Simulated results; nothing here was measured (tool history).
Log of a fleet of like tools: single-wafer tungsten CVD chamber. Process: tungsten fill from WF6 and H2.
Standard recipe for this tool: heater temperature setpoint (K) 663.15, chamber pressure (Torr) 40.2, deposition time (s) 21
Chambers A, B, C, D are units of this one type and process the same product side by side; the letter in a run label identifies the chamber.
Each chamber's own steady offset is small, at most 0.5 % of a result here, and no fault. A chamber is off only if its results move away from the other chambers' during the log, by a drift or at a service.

run	hour	heater temperature setpoint (K)	chamber pressure (Torr)	deposition time (s)	hours since the last thermocouple change	hours since the last manometer calibration	read-back reference wafer on the same gauge, thickness_nm	mean film thickness on the monitor wafer (nm)
1A	3.7	663.15	40.2	21	295.9	1111.6	67.647	58.066
2B	6.1	663.15	40.2	21	285.6	2615.9	67.629	58.156
3C	8.2	663.15	40.2	21	395.1	1031.1	67.593	57.751
4D	11.2	663.15	40.2	21	230.2	1715.6	67.567	58.112
# hour 13.8: chamber D: capacitance manometer re-zeroed and calibrated
5B	14	663.15	40.2	21	293.5	2623.8	67.59	58.006
6D	17.6	663.15	40.2	21	236.6	3.8	67.647	57.964
7A	19.7	663.15	40.2	21	311.9	1127.6	67.577	58.422
8C	23.7	663.15	40.2	21	410.6	1046.6	67.567	57.559
9A	26.7	663.15	40.2	21	318.9	1134.6	67.59	58.246
10B	29	673.15	40.2	21	308.5	2638.8	67.564	69.836
11D	33	673.15	40.2	21	252	19.2	67.581	70.123
12C	35.4	673.15	40.2	21	422.3	1058.3	67.588	69.741
13C	38.7	673.15	40.2	21	425.6	1061.6	67.581	69.877
14B	41.6	663.15	30.8	19.3	321.1	2651.4	67.619	47.288
15A	45.1	663.15	30.8	19.3	337.3	1153	67.601	47.358
16D	48.1	663.15	30.8	19.3	267.1	34.3	67.647	46.539
17D	51.6	663.15	30.8	19.3	270.6	37.8	67.633	46.797
18C	55.8	651.15	40.2	19.8	442.7	1078.7	67.571	42.916
19A	60	651.15	40.2	19.8	352.2	1167.9	67.64	43.281
20B	62.2	651.15	40.2	19.8	341.7	2672	67.582	43.332
21A	65.2	651.15	40.2	19.8	357.4	1173.1	67.622	43.351
22B	67.2	663.15	37.1	21	346.7	2677	67.597	55.762
23C	69.5	663.15	37.1	21	456.4	1092.4	67.569	55.663
24D	73.5	663.15	37.1	21	292.5	59.7	67.64	55.757
25C	77.3	663.15	37.1	21	464.2	1100.2	67.62	55.562
26B	80.2	663.15	40.2	21	359.7	2690	67.604	58.289
27A	84.3	649.15	40.2	21	376.5	1192.2	67.608	44.11
28D	87.6	649.15	40.2	21	306.6	73.8	67.612	43.89
29C	90.4	649.15	40.2	21	477.3	1113.3	67.613	43.463
30B	92.9	649.15	40.2	21	372.4	2702.7	67.596	43.991
31D	96.6	663.15	40.2	21	315.6	82.8	67.64	57.829
32A	98.8	663.15	40.2	21	391	1206.7	67.615	58.206
33C	100.9	663.15	40.2	21	487.8	1123.8	67.58	57.593
34D	103.4	657.15	40.2	21	322.4	89.6	67.581	51.417
35B	106.8	657.15	40.2	21	386.3	2716.6	67.562	51.454
36A	109.2	657.15	40.2	21	401.4	1217.1	67.603	51.625
37C	113	657.15	40.2	21	499.9	1135.9	67.639	51.2

Does one chamber stand apart from the rest, does the shared gauge drift, or is all well apart from small per-chamber offsets? Give the chamber and the most likely cause, where there is one.

No chamber stands off beyond its own small offset, and the gauge holds steady.
